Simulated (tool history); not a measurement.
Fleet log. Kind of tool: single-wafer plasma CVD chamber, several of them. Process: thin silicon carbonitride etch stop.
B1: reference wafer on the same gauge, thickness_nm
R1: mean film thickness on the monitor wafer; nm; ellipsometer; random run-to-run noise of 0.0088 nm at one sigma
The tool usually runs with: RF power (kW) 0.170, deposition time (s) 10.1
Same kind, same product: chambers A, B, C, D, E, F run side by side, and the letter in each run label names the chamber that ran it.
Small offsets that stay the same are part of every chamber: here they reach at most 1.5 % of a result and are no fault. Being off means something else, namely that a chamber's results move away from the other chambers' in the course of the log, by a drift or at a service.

run 1F hour=12.9 | RF_power_(kW)=0.170 deposition_time_(s)=10.1 | B1=5.2600 | R1=5.5608
run 2B hour=25.0 | RF_power_(kW)=0.170 deposition_time_(s)=10.1 | B1=5.2586 | R1=5.4790
run 3A hour=40.7 | RF_power_(kW)=0.170 deposition_time_(s)=10.1 | B1=5.2559 | R1=5.4171
run 4E hour=54.7 | RF_power_(kW)=0.170 deposition_time_(s)=10.1 | B1=5.2560 | R1=5.4832
run 5C hour=63.0 | RF_power_(kW)=0.170 deposition_time_(s)=10.1 | B1=5.2561 | R1=5.4775
run 6D hour=72.5 | RF_power_(kW)=0.170 deposition_time_(s)=10.1 | B1=5.2543 | R1=5.4837
run 7E hour=84.4 | RF_power_(kW)=0.195 deposition_time_(s)=10.1 | B1=5.2529 | R1=5.7264
run 8C hour=98.4 | RF_power_(kW)=0.195 deposition_time_(s)=10.1 | B1=5.2527 | R1=5.7232
run 9D hour=107.2 | RF_power_(kW)=0.195 deposition_time_(s)=10.1 | B1=5.2543 | R1=5.7062
run 10F hour=123.5 | RF_power_(kW)=0.195 deposition_time_(s)=10.1 | B1=5.2521 | R1=5.7633
run 11A hour=139.5 | RF_power_(kW)=0.195 deposition_time_(s)=10.1 | B1=5.2510 | R1=5.6406
run 12B hour=150.3 | RF_power_(kW)=0.195 deposition_time_(s)=10.1 | B1=5.2485 | R1=5.6988
run 13B hour=163.2 | RF_power_(kW)=0.170 deposition_time_(s)=10.1 | B1=5.2497 | R1=5.4747
run 14F hour=171.8 | RF_power_(kW)=0.170 deposition_time_(s)=10.1 | B1=5.2469 | R1=5.5337
run 15C hour=186.1 | RF_power_(kW)=0.170 deposition_time_(s)=12.0 | B1=5.2485 | R1=6.5044
run 16D hour=199.3 | RF_power_(kW)=0.170 deposition_time_(s)=12.0 | B1=5.2467 | R1=6.4900
run 17A hour=213.7 | RF_power_(kW)=0.170 deposition_time_(s)=12.0 | B1=5.2427 | R1=6.4230
run 18E hour=227.9 | RF_power_(kW)=0.170 deposition_time_(s)=12.0 | B1=5.2437 | R1=6.5089
run 19D hour=241.8 | RF_power_(kW)=0.170 deposition_time_(s)=12.0 | B1=5.2430 | R1=6.4884
run 20F hour=257.4 | RF_power_(kW)=0.170 deposition_time_(s)=12.0 | B1=5.2415 | R1=6.5699
run 21B hour=268.2 | RF_power_(kW)=0.170 deposition_time_(s)=10.1 | B1=5.2420 | R1=5.4640
run 22E hour=283.9 | RF_power_(kW)=0.170 deposition_time_(s)=10.1 | B1=5.2401 | R1=5.4858
run 23C hour=297.3 | RF_power_(kW)=0.170 deposition_time_(s)=10.1 | B1=5.2390 | R1=5.4732
run 24A hour=304.5 | RF_power_(kW)=0.170 deposition_time_(s)=10.1 | B1=5.2375 | R1=5.3913
run 25C hour=319.0 | RF_power_(kW)=0.170 deposition_time_(s)=10.1 | B1=5.2371 | R1=5.4758
run 26E hour=329.4 | RF_power_(kW)=0.170 deposition_time_(s)=10.1 | B1=5.2372 | R1=5.4719
run 27A hour=345.1 | RF_power_(kW)=0.170 deposition_time_(s)=10.1 | B1=5.2356 | R1=5.4117
run 28F hour=353.2 | RF_power_(kW)=0.170 deposition_time_(s)=10.1 | B1=5.2342 | R1=5.5166
run 29D hour=363.8 | RF_power_(kW)=0.170 deposition_time_(s)=10.1 | B1=5.2359 | R1=5.4544
run 30B hour=371.2 | RF_power_(kW)=0.170 deposition_time_(s)=10.1 | B1=5.2332 | R1=5.4545
-- hour=376.9 chamber B: thermocouple changed; heater temperature recalibrated
run 31D hour=384.8 | RF_power_(kW)=0.170 deposition_time_(s)=10.1 | B1=5.2349 | R1=5.4354
run 32E hour=398.0 | RF_power_(kW)=0.170 deposition_time_(s)=10.1 | B1=5.2304 | R1=5.4630
-- hour=400.6 chamber F: thermocouple changed; heater temperature recalibrated
run 33B hour=408.4 | RF_power_(kW)=0.170 deposition_time_(s)=10.1 | B1=5.2312 | R1=5.4567
run 34A hour=416.4 | RF_power_(kW)=0.170 deposition_time_(s)=10.1 | B1=5.2312 | R1=5.3964
-- hour=416.9 chamber E: RF generator calibrated
run 35C hour=424.4 | RF_power_(kW)=0.170 deposition_time_(s)=10.1 | B1=5.2301 | R1=5.4654
run 36F hour=431.9 | RF_power_(kW)=0.170 deposition_time_(s)=10.1 | B1=5.2281 | R1=5.5102
run 37D hour=442.0 | RF_power_(kW)=0.190 deposition_time_(s)=11.3 | B1=5.2307 | R1=6.3097
-- hour=445.2 chamber E: thermocouple changed; heater temperature recalibrated
run 38E hour=457.3 | RF_power_(kW)=0.190 deposition_time_(s)=11.3 | B1=5.2291 | R1=6.3178
run 39A hour=471.7 | RF_power_(kW)=0.190 deposition_time_(s)=11.3 | B1=5.2262 | R1=6.2367
run 40F hour=479.3 | RF_power_(kW)=0.190 deposition_time_(s)=11.3 | B1=5.2267 | R1=6.3742

Each of the 6 chambers runs these same settings next. Fill in every chamber's results:
run 41A hour=491.0 | RF_power_(kW)=0.145 deposition_time_(s)=10.1 | R1=?
run 41B hour=491.0 | RF_power_(kW)=0.145 deposition_time_(s)=10.1 | R1=?
run 41C hour=491.0 | RF_power_(kW)=0.145 deposition_time_(s)=10.1 | R1=?
run 41D hour=491.0 | RF_power_(kW)=0.145 deposition_time_(s)=10.1 | R1=?
run 41E hour=491.0 | RF_power_(kW)=0.145 deposition_time_(s)=10.1 | R1=?
run 41F hour=491.0 | RF_power_(kW)=0.145 deposition_time_(s)=10.1 | R1=?

run=41A R1=5.1299
run=41B R1=5.1779
run=41C R1=5.2074
run=41D R1=5.1902
run=41E R1=5.1918
run=41F R1=5.2645

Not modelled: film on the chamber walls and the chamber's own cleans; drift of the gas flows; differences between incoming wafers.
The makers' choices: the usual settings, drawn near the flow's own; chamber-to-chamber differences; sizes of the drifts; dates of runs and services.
